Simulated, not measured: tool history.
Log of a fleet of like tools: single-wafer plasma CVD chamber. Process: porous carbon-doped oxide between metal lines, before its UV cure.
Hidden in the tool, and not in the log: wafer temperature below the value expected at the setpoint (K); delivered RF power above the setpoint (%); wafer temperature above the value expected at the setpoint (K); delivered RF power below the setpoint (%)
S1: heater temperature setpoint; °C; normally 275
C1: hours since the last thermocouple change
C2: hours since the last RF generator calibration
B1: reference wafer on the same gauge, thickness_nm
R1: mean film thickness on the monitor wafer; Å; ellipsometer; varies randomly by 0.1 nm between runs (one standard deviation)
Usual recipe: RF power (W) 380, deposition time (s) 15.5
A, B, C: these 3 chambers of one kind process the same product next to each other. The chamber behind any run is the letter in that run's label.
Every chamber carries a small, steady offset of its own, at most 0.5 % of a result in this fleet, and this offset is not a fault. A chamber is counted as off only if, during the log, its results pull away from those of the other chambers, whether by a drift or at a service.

run 1B day=0.192 | S1=275 RF_power_(W)=380 deposition_time_(s)=15.5 | C1=107.6 C2=377.6 | B1=94.390 | R1=811.11
run 2A day=0.375 | S1=275 RF_power_(W)=380 deposition_time_(s)=15.5 | C1=527.7 C2=1412.8 | B1=94.444 | R1=814.60
run 3C day=0.600 | S1=275 RF_power_(W)=380 deposition_time_(s)=15.5 | C1=701.6 C2=910.3 | B1=94.400 | R1=813.41
run 4C day=0.829 | S1=275 RF_power_(W)=380 deposition_time_(s)=15.5 | C1=707.1 C2=915.8 | B1=94.453 | R1=814.63
run 5A day=1.050 | S1=275 RF_power_(W)=380 deposition_time_(s)=15.5 | C1=543.9 C2=1429.0 | B1=94.476 | R1=815.09
run 6B day=1.275 | S1=275 RF_power_(W)=380 deposition_time_(s)=15.5 | C1=133.6 C2=403.6 | B1=94.452 | R1=813.95
run 7A day=1.546 | S1=275 RF_power_(W)=380 deposition_time_(s)=15.5 | C1=555.8 C2=1440.9 | B1=94.503 | R1=815.49
run 8B day=1.808 | S1=275 RF_power_(W)=380 deposition_time_(s)=15.5 | C1=146.4 C2=416.4 | B1=94.489 | R1=812.35
run 9C day=1.954 | S1=275 RF_power_(W)=400 deposition_time_(s)=15.5 | C1=734.1 C2=942.8 | B1=94.476 | R1=848.95
run 10B day=2.096 | S1=275 RF_power_(W)=400 deposition_time_(s)=15.5 | C1=153.3 C2=423.3 | B1=94.517 | R1=848.21
run 11C day=2.271 | S1=275 RF_power_(W)=400 deposition_time_(s)=15.5 | C1=741.7 C2=950.4 | B1=94.529 | R1=847.00
run 12A day=2.404 | S1=275 RF_power_(W)=380 deposition_time_(s)=15.5 | C1=576.4 C2=1461.5 | B1=94.508 | R1=816.69
run 13B day=2.583 | S1=275 RF_power_(W)=380 deposition_time_(s)=15.5 | C1=165.0 C2=435.0 | B1=94.512 | R1=813.56
run 14C day=2.867 | S1=287 RF_power_(W)=425 deposition_time_(s)=15.5 | C1=756.0 C2=964.7 | B1=94.550 | R1=826.40
run 15A day=3.079 | S1=287 RF_power_(W)=425 deposition_time_(s)=15.5 | C1=592.6 C2=1477.7 | B1=94.583 | R1=826.22
run 16C day=3.346 | S1=287 RF_power_(W)=425 deposition_time_(s)=15.5 | C1=767.5 C2=976.2 | B1=94.570 | R1=824.21
run 17B day=3.604 | S1=275 RF_power_(W)=380 deposition_time_(s)=15.5 | C1=189.5 C2=459.5 | B1=94.608 | R1=815.64
run 18A day=3.779 | S1=275 RF_power_(W)=380 deposition_time_(s)=15.5 | C1=609.4 C2=1494.5 | B1=94.606 | R1=814.19
run 19A day=3.925 | S1=275 RF_power_(W)=380 deposition_time_(s)=15.5 | C1=612.9 C2=1498.0 | B1=94.611 | R1=815.57
run 20C day=4.100 | S1=275 RF_power_(W)=380 deposition_time_(s)=15.5 | C1=785.6 C2=994.3 | B1=94.653 | R1=817.51
run 21B day=4.350 | S1=275 RF_power_(W)=380 deposition_time_(s)=15.5 | C1=207.4 C2=477.4 | B1=94.611 | R1=815.59
run 22C day=4.562 | S1=275 RF_power_(W)=380 deposition_time_(s)=15.5 | C1=796.7 C2=1005.4 | B1=94.668 | R1=818.41
run 23B day=4.762 | S1=275 RF_power_(W)=380 deposition_time_(s)=15.5 | C1=217.3 C2=487.3 | B1=94.653 | R1=816.03
run 24A day=5.046 | S1=275 RF_power_(W)=380 deposition_time_(s)=15.5 | C1=639.8 C2=1524.9 | B1=94.665 | R1=817.69
run 25C day=5.175 | S1=275 RF_power_(W)=380 deposition_time_(s)=15.5 | C1=811.4 C2=1020.1 | B1=94.695 | R1=814.69
run 26B day=5.350 | S1=275 RF_power_(W)=380 deposition_time_(s)=13.7 | C1=231.4 C2=501.4 | B1=94.691 | R1=725.47
run 27A day=5.529 | S1=275 RF_power_(W)=380 deposition_time_(s)=13.7 | C1=651.4 C2=1536.5 | B1=94.703 | R1=723.74
run 28B day=5.775 | S1=275 RF_power_(W)=380 deposition_time_(s)=13.7 | C1=241.6 C2=511.6 | B1=94.708 | R1=724.52
run 29C day=5.929 | S1=275 RF_power_(W)=380 deposition_time_(s)=14.1 | C1=829.5 C2=1038.2 | B1=94.723 | R1=746.57
run 30A day=6.129 | S1=275 RF_power_(W)=380 deposition_time_(s)=14.1 | C1=665.8 C2=1550.9 | B1=94.724 | R1=745.08
run 31B day=6.317 | S1=275 RF_power_(W)=380 deposition_time_(s)=14.1 | C1=254.6 C2=524.6 | B1=94.730 | R1=744.45
run 32A day=6.554 | S1=275 RF_power_(W)=380 deposition_time_(s)=16.4 | C1=676.0 C2=1561.1 | B1=94.727 | R1=865.68
run 33C day=6.817 | S1=275 RF_power_(W)=380 deposition_time_(s)=16.4 | C1=850.8 C2=1059.5 | B1=94.764 | R1=864.93
run 34C day=7.054 | S1=275 RF_power_(W)=380 deposition_time_(s)=16.4 | C1=856.5 C2=1065.2 | B1=94.814 | R1=861.68
run 35A day=7.229 | S1=275 RF_power_(W)=380 deposition_time_(s)=15.5 | C1=692.2 C2=1577.3 | B1=94.837 | R1=817.53
run 36B day=7.417 | S1=275 RF_power_(W)=380 deposition_time_(s)=15.5 | C1=281.0 C2=551.0 | B1=94.811 | R1=816.75
run 37C day=7.629 | S1=275 RF_power_(W)=380 deposition_time_(s)=15.5 | C1=870.3 C2=1079.0 | B1=94.809 | R1=817.70
-- day=7.771 chamber A: RF generator calibrated
run 38A day=7.854 | S1=275 RF_power_(W)=380 deposition_time_(s)=15.5 | C1=707.2 C2=2.1 | B1=94.827 | R1=819.54
run 39B day=8.008 | S1=275 RF_power_(W)=380 deposition_time_(s)=15.5 | C1=295.2 C2=565.2 | B1=94.836 | R1=816.53
run 40A day=8.258 | S1=275 RF_power_(W)=380 deposition_time_(s)=15.5 | C1=716.9 C2=11.8 | B1=94.849 | R1=819.77
run 41B day=8.550 | S1=275 RF_power_(W)=380 deposition_time_(s)=15.5 | C1=308.2 C2=578.2 | B1=94.863 | R1=815.71

One chamber off, gauge drift, or nothing amiss beyond the chambers' own small offsets? If it is a chamber, which one, and what is the likeliest cause?

It is the gauge, not a chamber: its drift shows up in every chamber's results at once, and no chamber is off.
Likeliest cause: gauge reads high (%) = 0.509.

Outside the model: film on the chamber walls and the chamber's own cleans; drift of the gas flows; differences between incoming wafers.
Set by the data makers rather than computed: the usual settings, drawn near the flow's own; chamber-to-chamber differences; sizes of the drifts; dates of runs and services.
